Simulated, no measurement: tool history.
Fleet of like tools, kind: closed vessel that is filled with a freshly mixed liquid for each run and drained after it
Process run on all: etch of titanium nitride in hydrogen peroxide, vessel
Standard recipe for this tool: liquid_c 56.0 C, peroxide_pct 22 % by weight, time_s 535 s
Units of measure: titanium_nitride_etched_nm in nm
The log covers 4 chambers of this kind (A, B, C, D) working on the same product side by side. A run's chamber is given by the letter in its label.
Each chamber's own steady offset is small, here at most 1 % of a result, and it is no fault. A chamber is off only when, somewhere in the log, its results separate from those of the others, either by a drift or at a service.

run   hour  liquid_c  peroxide_pct  time_s  hours since the thermometer was replaced  hours since the peroxide flow meter was replaced  hours since the drum of peroxide was connected  read-back film thickness of the titanium nitride reference wafer, read on the same gauge (nm)  titanium_nitride_etched_nm
 1B    6.7      56.0            22     535                                     683.7                                            1833.3                                           188.0                                                                                         120.03                      34.832
       7.6  -- chamber A: thermometer replaced
 2A   13.5      56.0            22     535                                       6.0                                             566.6                                          1074.3                                                                                         120.01                      35.397
 3D   25.4      56.0            22     535                                     637.2                                             694.2                                           370.1                                                                                         119.92                      35.638
      28.6  -- chamber A: new drum of peroxide connected
 4C   32.4      56.0            22     535                                    2325.0                                            1393.3                                           198.1                                                                                         119.98                      35.148
 5C   39.9      56.0            22     535                                    2332.5                                            1400.8                                           205.6                                                                                         120.02                      35.270
 6A   50.7      56.0            22     535                                      43.2                                             603.8                                            22.2                                                                                         120.01                      34.547
 7B   61.4      56.0            22     535                                     738.4                                            1888.0                                           242.7                                                                                         120.05                      34.734
 8D   72.1      56.0            22     535                                     683.9                                             740.9                                           416.8                                                                                         120.01                      35.402
 9A   81.7      56.0            22     535                                      74.2                                             634.8                                            53.2                                                                                         120.00                      35.496
10D   90.1      56.0            22     535                                     701.9                                             758.9                                           434.8                                                                                         120.01                      35.647
      93.7  -- chamber B: new drum of peroxide connected
11B   98.6      56.0            22     535                                     775.6                                            1925.2                                             4.9                                                                                         120.00                      34.721
     102.8  -- chamber A: peroxide flow meter replaced
12C  104.3      56.0            22     535                                    2396.9                                            1465.2                                           270.0                                                                                         119.97                      35.090
13B  117.0      56.0            22     535                                     794.0                                            1943.6                                            23.3                                                                                         120.05                      34.758
14D  124.5      56.0            22     535                                     736.3                                             793.3                                           469.2                                                                                         120.04                      35.472
     124.6  -- chamber D: thermometer replaced
15C  136.6      48.5            22     535                                    2429.2                                            1497.5                                           302.3                                                                                         120.03                      20.683
16A  146.7      48.5            22     535                                     139.2                                              44.0                                           118.2                                                                                         120.00                      20.167
17D  153.4      48.5            22     535                                      28.9                                             822.2                                           498.1                                                                                         119.96                      20.776
18C  166.3      48.5            22     535                                    2458.9                                            1527.2                                           332.0                                                                                         120.01                      20.653
19A  177.2      56.0            22     535                                     169.7                                              74.5                                           148.7                                                                                         119.98                      34.787
     182.8  -- chamber C: peroxide flow meter replaced
     183.1  -- chamber D: new drum of peroxide connected
20B  184.6      56.0            22     535                                     861.6                                            2011.2                                            90.9                                                                                         120.03                      35.428
21D  191.3      56.0            22     535                                      66.8                                             860.1                                             8.3                                                                                         120.00                      35.336
     193.3  -- chamber D: peroxide flow meter replaced
22C  202.9      56.0            22     535                                    2495.5                                              20.2                                           368.6                                                                                         119.98                      34.762
23B  215.9      56.0            22     535                                     892.9                                            2042.5                                           122.2                                                                                         119.99                      35.518
24A  225.4      56.0            22     535                                     217.9                                             122.7                                           196.9                                                                                         120.01                      34.835
25B  237.0      56.0            22     535                                     914.0                                            2063.6                                           143.3                                                                                         120.00                      36.194
26A  248.7      56.0            22     535                                     241.2                                             146.0                                           220.2                                                                                         120.02                      34.877
27D  256.3      56.0            22     535                                     131.8                                              63.0                                            73.3                                                                                         119.98                      35.448
28C  267.9      56.0            22     535                                    2560.5                                              85.2                                           433.6                                                                                         120.01                      35.259
29C  275.4      56.0            22     535                                    2568.0                                              92.7                                           441.1                                                                                         119.98                      35.712
30D  287.3      56.0            22     535                                     162.8                                              94.0                                           104.3                                                                                         120.01                      35.220
31B  297.7      56.0            22     535                                     974.7                                            2124.3                                           204.0                                                                                         120.01                      36.600
32A  305.5      56.0            22     535                                     298.0                                             202.8                                           277.0                                                                                         120.03                      34.983
33C  313.5      56.0            22     535                                    2606.1                                             130.8                                           479.2                                                                                         120.00                      35.349
34D  322.7      56.0            22     535                                     198.2                                             129.4                                           139.7                                                                                         120.00                      35.573
35B  332.7      56.0            22     535                                    1009.7                                            2159.3                                           239.0                                                                                         119.99                      37.019
36A  341.5      56.0            22     535                                     334.0                                             238.8                                           313.0                                                                                         119.99                      34.862
37B  349.7      56.0            22     535                                    1026.7                                            2176.3                                           256.0                                                                                         119.99                      37.333
38C  359.5      56.0            22     535                                    2652.1                                             176.8                                           525.2                                                                                         120.01                      35.143

All 4 chambers run these settings next. Forecast each chamber's results:
39A  368.8      56.0            22     535                                                                                                                                                                                                                                                                      ?
39B  368.8      56.0            22     535                                                                                                                                                                                                                                                                      ?
39C  368.8      56.0            22     535                                                                                                                                                                                                                                                                      ?
39D  368.8      56.0            22     535                                                                                                                                                                                                                                                                      ?

run  titanium_nitride_etched_nm
39A                      35.118
39B                      37.506
39C                      35.002
39D                      35.550
